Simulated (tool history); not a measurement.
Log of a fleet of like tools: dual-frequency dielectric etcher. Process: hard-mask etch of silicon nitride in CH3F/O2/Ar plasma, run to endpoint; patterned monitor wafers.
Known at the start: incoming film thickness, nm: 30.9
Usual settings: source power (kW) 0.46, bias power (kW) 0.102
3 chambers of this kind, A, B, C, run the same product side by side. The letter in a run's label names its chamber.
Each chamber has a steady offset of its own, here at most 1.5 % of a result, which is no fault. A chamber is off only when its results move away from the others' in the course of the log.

| run | day | source power (kW) | bias power (kW) | hours since the last wet clean | hours since the last source power generator calibration | hours since the last bias power generator calibration | endpoint time (s) |
|---|---|---|---|---|---|---|---|
| 1C | 0.371 | 0.46 | 0.102 | 135.2 | 3900.3 | 1669.4 | 37.177 |
| 2B | 0.596 | 0.46 | 0.102 | 57.2 | 2149.3 | 5427.8 | 36.692 |
| 3A | 0.804 | 0.46 | 0.102 | 306.6 | 2622.8 | 764.3 | 37.138 |
| 4A | 1.196 | 0.46 | 0.102 | 316 | 2632.2 | 773.7 | 37.704 |
| 5B | 1.625 | 0.46 | 0.102 | 81.9 | 2174 | 5452.5 | 37.49 |
|  | 1.629 | chamber A: wet clean of the chamber |
| 6C | 2.012 | 0.46 | 0.102 | 174.6 | 3939.7 | 1708.8 | 37.41 |
| 7B | 2.296 | 0.46 | 0.102 | 98 | 2190.1 | 5468.6 | 37.385 |
| 8C | 2.612 | 0.46 | 0.102 | 189 | 3954.1 | 1723.2 | 37.526 |
| 9A | 3.088 | 0.46 | 0.102 | 35.1 | 2677.6 | 819.1 | 37.509 |
| 10B | 3.542 | 0.46 | 0.102 | 127.9 | 2220 | 5498.5 | 37.508 |
| 11A | 4.012 | 0.46 | 0.102 | 57.3 | 2699.8 | 841.3 | 37.271 |
| 12C | 4.238 | 0.46 | 0.102 | 228 | 3993.1 | 1762.2 | 37.096 |
| 13B | 4.496 | 0.46 | 0.102 | 150.8 | 2242.9 | 5521.4 | 36.664 |
| 14A | 4.771 | 0.46 | 0.102 | 75.5 | 2718 | 859.5 | 36.969 |
| 15C | 5.092 | 0.56 | 0.102 | 248.5 | 4013.6 | 1782.7 | 34.313 |
| 16B | 5.392 | 0.56 | 0.102 | 172.3 | 2264.4 | 5542.9 | 34.61 |
| 17C | 5.758 | 0.56 | 0.102 | 264.5 | 4029.6 | 1798.7 | 34.616 |
|  | 5.975 | chamber B: bias power generator calibrated |
| 18A | 6.071 | 0.46 | 0.102 | 106.7 | 2749.2 | 890.7 | 36.887 |
| 19A | 6.279 | 0.46 | 0.102 | 111.7 | 2754.2 | 895.7 | 37.29 |
| 20B | 6.662 | 0.46 | 0.102 | 202.8 | 2294.9 | 16.5 | 36.9 |
| 21C | 7.138 | 0.46 | 0.102 | 297.6 | 4062.7 | 1831.8 | 36.795 |
| 22C | 7.396 | 0.46 | 0.102 | 303.8 | 4068.9 | 1838 | 37.09 |
| 23B | 7.721 | 0.46 | 0.102 | 228.2 | 2320.3 | 41.9 | 37.246 |
| 24A | 8.054 | 0.46 | 0.102 | 154.3 | 2796.8 | 938.3 | 37.225 |
| 25B | 8.504 | 0.46 | 0.102 | 247 | 2339.1 | 60.7 | 36.929 |
| 26A | 8.888 | 0.46 | 0.102 | 174.3 | 2816.8 | 958.3 | 36.949 |
| 27C | 9.108 | 0.46 | 0.102 | 344.9 | 4110 | 1879.1 | 37.16 |
| 28B | 9.55 | 0.46 | 0.102 | 272.1 | 2364.2 | 85.8 | 37.412 |
| 29A | 9.854 | 0.46 | 0.102 | 197.5 | 2840 | 981.5 | 37.231 |
| 30C | 10.204 | 0.46 | 0.102 | 371.2 | 4136.3 | 1905.4 | 36.985 |
|  | 10.404 | chamber B: source power generator calibrated |
| 31B | 10.512 | 0.46 | 0.102 | 295.2 | 2.7 | 108.9 | 37.241 |
|  | 10.712 | chamber C: wet clean of the chamber |
| 32C | 10.942 | 0.41 | 0.077 | 5.6 | 4154 | 1923.1 | 43.113 |
| 33A | 11.262 | 0.41 | 0.077 | 231.3 | 2873.8 | 1015.3 | 43.524 |
| 34C | 11.471 | 0.41 | 0.077 | 18.3 | 4166.7 | 1935.8 | 43.344 |
| 35B | 11.808 | 0.46 | 0.102 | 326.3 | 33.8 | 140 | 37.153 |
| 36A | 12.058 | 0.46 | 0.102 | 250.4 | 2892.9 | 1034.4 | 37.454 |
| 37B | 12.279 | 0.46 | 0.102 | 337.6 | 45.1 | 151.3 | 37.092 |
| 38C | 12.546 | 0.46 | 0.102 | 44.1 | 4192.5 | 1961.6 | 36.977 |
| 39A | 12.817 | 0.46 | 0.102 | 268.6 | 2911.1 | 1052.6 | 36.981 |
| 40B | 13.275 | 0.46 | 0.102 | 361.5 | 69 | 175.2 | 37.495 |

Next, every chamber runs the same settings. What will each give?
| 41A | 13.617 | 0.41 | 0.102 |  |  |  | ? |
| 41B | 13.617 | 0.41 | 0.102 |  |  |  | ? |
| 41C | 13.617 | 0.41 | 0.102 |  |  |  | ? |

| run | endpoint time (s) |
|---|---|
| 41A | 38.768 |
| 41B | 38.648 |
| 41C | 38.447 |

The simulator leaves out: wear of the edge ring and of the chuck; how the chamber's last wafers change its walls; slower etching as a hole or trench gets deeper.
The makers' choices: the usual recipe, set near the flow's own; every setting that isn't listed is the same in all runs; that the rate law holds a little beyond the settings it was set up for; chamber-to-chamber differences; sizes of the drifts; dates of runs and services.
